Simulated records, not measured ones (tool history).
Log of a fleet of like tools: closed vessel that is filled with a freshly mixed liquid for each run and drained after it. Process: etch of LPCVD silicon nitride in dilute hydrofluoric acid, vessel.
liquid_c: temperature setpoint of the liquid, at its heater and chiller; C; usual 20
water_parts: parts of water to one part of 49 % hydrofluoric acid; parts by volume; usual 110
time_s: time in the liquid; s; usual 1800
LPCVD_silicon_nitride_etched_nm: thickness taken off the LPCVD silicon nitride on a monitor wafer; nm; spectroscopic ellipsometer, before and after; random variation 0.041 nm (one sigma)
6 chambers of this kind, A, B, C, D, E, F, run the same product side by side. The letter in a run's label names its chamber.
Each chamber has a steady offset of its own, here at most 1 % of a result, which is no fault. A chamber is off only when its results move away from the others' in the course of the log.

run,hour,liquid_c,water_parts,time_s,hours since the thermometer was replaced,hours since the hydrofluoric acid flow meter was replaced,"read-back film thickness of the LPCVD silicon nitride reference wafer, read on the same gauge (nm)",LPCVD_silicon_nitride_etched_nm
1B,4.8,20,110,1800,1735.3,631.1,79.997,6.0185
2F,8.9,20,110,1800,364.6,140.4,79.973,6.1282
3D,13.2,20,110,1800,68,1974.4,80.039,6.1391
4A,16.9,20,110,1800,495.7,595.7,80.026,6.126
5C,21.5,20,110,1800,2046,299.3,80.014,6.144
6E,26.8,20,110,1800,503.8,728.4,79.981,6.1755
7F,31,20,110,1800,386.7,162.5,79.991,6.2227
8A,34.1,20,110,1800,512.9,612.9,80.015,6.141
9E,39.2,20,110,1800,516.2,740.8,80.018,6.1984
10D,45.4,20,110,1800,100.2,2006.6,79.948,6.1568
11B,48.6,20,110,1800,1779.1,674.9,80.059,6.1189
12C,53.1,20,110,1800,2077.6,330.9,80.006,6.0296
13B,56.6,20,110,1800,1787.1,682.9,80.015,6.0649
14E,60.4,20,110,1800,537.4,762,79.917,6.1063
15A,63.8,20,110,1800,542.6,642.6,80.023,6.1669
16F,68.7,20,110,1800,424.4,200.2,79.944,6.1541
17D,71.7,20,110,1800,126.5,2032.9,80.015,6.1292
18C,75.2,20,110,1185,2099.7,353,79.966,3.9593
19F,80.8,20,110,1185,436.5,212.3,79.996,4.0482
20B,84,20,110,1185,1814.5,710.3,79.984,4.1142
21E,88.8,20,110,1185,565.8,790.4,80,4.0649
22A,94.1,20,110,1185,572.9,672.9,80.044,4.0425
23D,98.3,20,110,1185,153.1,2059.5,79.997,4.0941
24C,102.4,20,110,1800,2126.9,380.2,80.013,6.066
25B,106.7,20,110,1800,1837.2,733,80.02,6.2356
26D,111.1,20,110,1800,165.9,2072.3,79.953,6.163
27A,117.3,20,110,1800,596.1,696.1,80.023,6.1073
28C,122.7,20,110,2370,2147.2,400.5,80.009,7.9295
29F,128.2,20,110,2370,483.9,259.7,80.027,8.0912
30E,132.2,20,110,2370,609.2,833.8,79.982,8.1089
31A,137.6,20,110,2370,616.4,716.4,80.015,8.014
32C,142.9,20,110,2370,2167.4,420.7,79.968,8.0552
33B,147.8,20,110,2370,1878.3,774.1,79.981,8.4847
34E,152.2,20,110,1800,629.2,853.8,79.996,6.1993
35F,157.5,20,110,1800,513.2,289,80.019,6.171
36D,162.6,20,110,1800,217.4,2123.8,80.011,6.1563
37D,165.7,20,110,1800,220.5,2126.9,80.018,6.2103
38A,171.8,20,110,1800,650.6,750.6,80.023,6.1337
39C,175.2,20,110,1800,2199.7,453,79.987,6.0305
40F,179.7,20,155,1800,535.4,311.2,80.015,4.3797
41B,182.6,20,155,1800,1913.1,808.9,80.041,4.7097

All 6 chambers run these settings next. Forecast each chamber's results:
42A,187.5,20,110,1800,,,,?
42B,187.5,20,110,1800,,,,?
42C,187.5,20,110,1800,,,,?
42D,187.5,20,110,1800,,,,?
42E,187.5,20,110,1800,,,,?
42F,187.5,20,110,1800,,,,?

run,LPCVD_silicon_nitride_etched_nm
42A,6.1224
42B,6.6309
42C,6.0325
42D,6.182
42E,6.1173
42F,6.1787
